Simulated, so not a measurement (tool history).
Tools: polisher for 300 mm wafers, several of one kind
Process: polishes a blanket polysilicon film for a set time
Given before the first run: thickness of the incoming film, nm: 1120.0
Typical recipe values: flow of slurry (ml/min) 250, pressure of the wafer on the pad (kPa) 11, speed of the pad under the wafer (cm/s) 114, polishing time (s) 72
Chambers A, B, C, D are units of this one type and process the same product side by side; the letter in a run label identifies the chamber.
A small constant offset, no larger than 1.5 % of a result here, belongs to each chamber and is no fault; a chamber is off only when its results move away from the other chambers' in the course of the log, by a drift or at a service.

| run | hour | flow of slurry (ml/min) | pressure of the wafer on the pad (kPa) | speed of the pad under the wafer (cm/s) | polishing time (s) | film removed (angstrom) |
|---|---|---|---|---|---|---|
| 1D | 9 | 250 | 11 | 114 | 72 | 3524.1 |
| 2B | 16.7 | 250 | 11 | 114 | 72 | 3537.7 |
| 3C | 22.7 | 250 | 11 | 114 | 72 | 3559 |
| 4A | 32.1 | 250 | 11 | 114 | 72 | 3543.2 |
|  | 32.7 | chamber A: head pressure recalibrated |
| 5A | 40 | 280 | 11 | 90 | 72 | 2878.2 |
|  | 41.3 | chamber C: worn pad replaced by a new one |
|  | 46.6 | chamber A: worn pad replaced by a new one |
| 6C | 47.6 | 280 | 11 | 90 | 72 | 2862.1 |
| 7B | 57.9 | 280 | 11 | 90 | 72 | 2820.8 |
| 8D | 66.8 | 280 | 11 | 90 | 72 | 2900.6 |
|  | 75 | chamber B: worn pad replaced by a new one |
| 9D | 77.7 | 250 | 11 | 114 | 72 | 3586.3 |
| 10C | 83.1 | 185 | 11 | 114 | 88 | 4252.3 |
|  | 93 | chamber D: slurry nozzle cleaned |
| 11A | 93.1 | 185 | 11 | 114 | 88 | 4191.2 |
|  | 104.3 | chamber D: worn pad replaced by a new one |
| 12B | 104.7 | 185 | 11 | 114 | 88 | 4128.8 |
| 13B | 111.2 | 185 | 11 | 114 | 88 | 4188.9 |
| 14D | 119.6 | 250 | 11 | 114 | 72 | 3655.9 |
|  | 123 | chamber D: head pressure recalibrated |
| 15C | 127 | 250 | 11 | 114 | 72 | 3455.7 |
|  | 130.5 | chamber A: worn pad replaced by a new one |
| 16A | 132.2 | 250 | 11 | 114 | 72 | 3578.7 |
| 17D | 143.2 | 250 | 11 | 114 | 72 | 3636.5 |
| 18C | 150.3 | 250 | 11 | 114 | 72 | 3569.3 |
| 19A | 158.4 | 250 | 11 | 114 | 72 | 3575.9 |
| 20B | 165 | 250 | 11 | 114 | 72 | 3587.9 |
| 21A | 171.8 | 310 | 11 | 114 | 72 | 3598.2 |
|  | 179.1 | chamber C: worn pad replaced by a new one |
| 22D | 182.9 | 310 | 11 | 114 | 72 | 3691.2 |
| 23B | 193.2 | 310 | 11 | 114 | 72 | 3750.6 |
| 24C | 201.1 | 310 | 11 | 114 | 72 | 3664.7 |
|  | 203.6 | chamber A: worn pad replaced by a new one |
|  | 205.4 | chamber D: worn pad replaced by a new one |
| 25C | 209.9 | 250 | 11 | 114 | 72 | 3531.2 |
|  | 210.8 | chamber B: worn pad replaced by a new one |
| 26B | 219.5 | 250 | 11 | 114 | 72 | 3760 |
| 27A | 229.9 | 250 | 11 | 114 | 72 | 3468.6 |
| 28D | 239.8 | 250 | 11 | 114 | 72 | 3646 |
| 29C | 250.7 | 250 | 11 | 114 | 72 | 3599.7 |
| 30B | 257.6 | 250 | 11 | 114 | 72 | 3775.2 |
| 31A | 268.4 | 250 | 11 | 114 | 72 | 3612.5 |
| 32D | 275.2 | 250 | 11 | 114 | 72 | 3666 |
|  | 278.5 | chamber A: worn pad replaced by a new one |
| 33D | 282.5 | 250 | 11 | 114 | 72 | 3688 |
| 34B | 293.9 | 250 | 11 | 114 | 72 | 3686.9 |
| 35C | 299 | 250 | 11 | 114 | 72 | 3514.6 |
| 36A | 309.8 | 250 | 14.5 | 114 | 72 | 4776.9 |

Is one chamber out of step, is the gauge drifting, or do the chambers differ by no more than their own small offsets? For an off chamber, give its letter and the likeliest cause.

It is chamber B that slowly wanders off from its peers.
Cause: head's pressure above its setpoint, % = 8.04.

Chamber B could run next with any of the 4 candidate recipes listed below; each alters the usual settings, and their results appear as question marks. Which one brings its results back in line with what the other chambers deliver on the usual settings?
In-line tolerance around the mean of the other chambers on the usual settings: film removed (angstrom) 150
| 37B-1 | 318.1 | 250 | 11 | 122 | 77 | ? |
| 37B-2 | 318.1 | 250 | 11 | 122 | 72 | ? |
| 37B-3 | 318.1 | 250 | 11 | 114 | 67 | ? |
| 37B-4 | 318.1 | 250 | 10.3 | 110 | 69 | ? |

Other chambers, usual settings, mean: film removed (angstrom) 3575.2
| run | film removed (angstrom) |
|---|---|
| 37B-1 | 4382.6 |
| 37B-2 | 4098 |
| 37B-3 | 3561.8 |
| 37B-4 | 3320.7 |
The right change is 37B-3: it brings the chamber back within the allowed miss of the others.
